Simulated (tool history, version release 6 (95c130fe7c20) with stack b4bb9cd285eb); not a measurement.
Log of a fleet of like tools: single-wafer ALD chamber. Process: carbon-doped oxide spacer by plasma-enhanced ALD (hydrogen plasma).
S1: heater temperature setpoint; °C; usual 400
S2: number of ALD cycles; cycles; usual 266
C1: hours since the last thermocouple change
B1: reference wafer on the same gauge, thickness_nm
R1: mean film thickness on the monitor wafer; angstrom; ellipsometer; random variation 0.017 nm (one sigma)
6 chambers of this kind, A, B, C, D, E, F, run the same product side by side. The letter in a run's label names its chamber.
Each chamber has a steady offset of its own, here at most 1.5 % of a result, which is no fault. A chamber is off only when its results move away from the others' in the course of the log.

Run 1C, hour 9.3: usual settings; C1 140.3; B1 11.102. Result: R1 131.94 angstrom.
Run 2F, hour 16.3: usual settings; C1 1669.1; B1 11.103. Result: R1 133.27 angstrom.
Run 3B, hour 23.6: usual settings; C1 1791.9; B1 11.102. Result: R1 133.42 angstrom.
Run 4A, hour 30.3: usual settings; C1 650.1; B1 11.102. Result: R1 132.88 angstrom.
Run 5E, hour 37.2: usual settings but S2 295 cycles; C1 1019.1; B1 11.11. Result: R1 147.88 angstrom.
Run 6D, hour 45.7: usual settings but S2 295 cycles; C1 1885.1; B1 11.108. Result: R1 147.44 angstrom.
Run 7D, hour 51.5: usual settings but S2 295 cycles; C1 1890.9; B1 11.106. Result: R1 147.96 angstrom.
Run 8B, hour 58.5: usual settings but S2 295 cycles; C1 1826.8; B1 11.107. Result: R1 147.79 angstrom.
Run 9A, hour 64: usual settings but S2 295 cycles; C1 683.8; B1 11.112. Result: R1 147.9 angstrom.
Run 10E, hour 72.1: usual settings but S2 295 cycles; C1 1054; B1 11.112. Result: R1 147.69 angstrom.
Run 11C, hour 78.1: usual settings; C1 209.1; B1 11.113. Result: R1 131.94 angstrom.
Run 12F, hour 84.8: usual settings; C1 1737.6; B1 11.115. Result: R1 133.12 angstrom.
Run 13A, hour 93.7: usual settings; C1 713.5; B1 11.118. Result: R1 133.44 angstrom.
Run 14C, hour 103: usual settings; C1 234; B1 11.116. Result: R1 131.59 angstrom.
Run 15E, hour 112.2: usual settings; C1 1094.1; B1 11.118. Result: R1 133.37 angstrom.
Run 16F, hour 122.1: usual settings; C1 1774.9; B1 11.122. Result: R1 133.29 angstrom.
Run 17D, hour 131.4: usual settings; C1 1970.8; B1 11.126. Result: R1 133.27 angstrom.
Run 18B, hour 138.1: usual settings but S1 409 °C, S2 237 cycles; C1 1906.4; B1 11.126. Result: R1 115.55 angstrom.
Run 19A, hour 146.8: usual settings but S1 409 °C, S2 237 cycles; C1 766.6; B1 11.123. Result: R1 115.55 angstrom.
Run 20B, hour 152.3: usual settings but S1 409 °C, S2 237 cycles; C1 1920.6; B1 11.13. Result: R1 115.79 angstrom.
Run 21D, hour 158.8: usual settings but S1 409 °C, S2 237 cycles; C1 1998.2; B1 11.128. Result: R1 115.72 angstrom.
Run 22E, hour 167.1: usual settings but S1 409 °C, S2 237 cycles; C1 1149; B1 11.132. Result: R1 115.57 angstrom.
Run 23C, hour 172.4: usual settings but S1 409 °C, S2 237 cycles; C1 303.4; B1 11.13. Result: R1 114.55 angstrom.
Run 24F, hour 182: usual settings but S1 389 °C, S2 303 cycles; C1 1834.8; B1 11.132. Result: R1 152.43 angstrom.
Run 25D, hour 191.9: usual settings but S1 389 °C, S2 303 cycles; C1 2031.3; B1 11.135. Result: R1 152.29 angstrom.
Run 26B, hour 201: usual settings but S1 389 °C, S2 303 cycles; C1 1969.3; B1 11.133. Result: R1 152.3 angstrom.
Run 27E, hour 208.2: usual settings but S1 389 °C, S2 303 cycles; C1 1190.1; B1 11.135. Result: R1 152.26 angstrom.
Run 28C, hour 214.3: usual settings but S1 389 °C, S2 303 cycles; C1 345.3; B1 11.141. Result: R1 150.29 angstrom.
Run 29F, hour 223.4: usual settings but S1 389 °C, S2 303 cycles; C1 1876.2; B1 11.137. Result: R1 152.05 angstrom.
At hour 229.5: chamber B: thermocouple changed; heater temperature recalibrated.
Run 30A, hour 232: usual settings; C1 851.8; B1 11.137. Result: R1 133.55 angstrom.
Run 31C, hour 238.9: usual settings; C1 369.9; B1 11.143. Result: R1 132.08 angstrom.
Run 32D, hour 248.4: usual settings; C1 2087.8; B1 11.139. Result: R1 133.72 angstrom.
Run 33A, hour 258.5: usual settings; C1 878.3; B1 11.146. Result: R1 133.79 angstrom.
Run 34B, hour 265.6: usual settings; C1 36.2; B1 11.146. Result: R1 133.69 angstrom.
Run 35E, hour 272.9: usual settings but S2 228 cycles; C1 1254.8; B1 11.15. Result: R1 114.66 angstrom.
Run 36F, hour 277.5: usual settings but S2 228 cycles; C1 1930.3; B1 11.149. Result: R1 114.84 angstrom.
Run 37D, hour 284.9: usual settings but S2 228 cycles; C1 2124.3; B1 11.151. Result: R1 114.77 angstrom.
Run 38B, hour 295.1: usual settings but S2 228 cycles; C1 65.7; B1 11.15. Result: R1 114.84 angstrom.
Run 39C, hour 303: usual settings but S2 228 cycles; C1 434; B1 11.155. Result: R1 113.08 angstrom.
Run 40A, hour 312.3: usual settings but S2 228 cycles; C1 932.1; B1 11.157. Result: R1 114.63 angstrom.
Run 41E, hour 320.9: usual settings; C1 1302.8; B1 11.156. Result: R1 134.1 angstrom.

Next, every chamber runs the same settings. What will each give?
Run 42A, hour 328.1: usual settings. Result: R1 ?.
Run 42B, hour 328.1: usual settings. Result: R1 ?.
Run 42C, hour 328.1: usual settings. Result: R1 ?.
Run 42D, hour 328.1: usual settings. Result: R1 ?.
Run 42E, hour 328.1: usual settings. Result: R1 ?.
Run 42F, hour 328.1: usual settings. Result: R1 ?.

run      R1
42A  134.08
42B  133.56
42C  132.28
42D  133.99
42E  134.18
42F  133.85
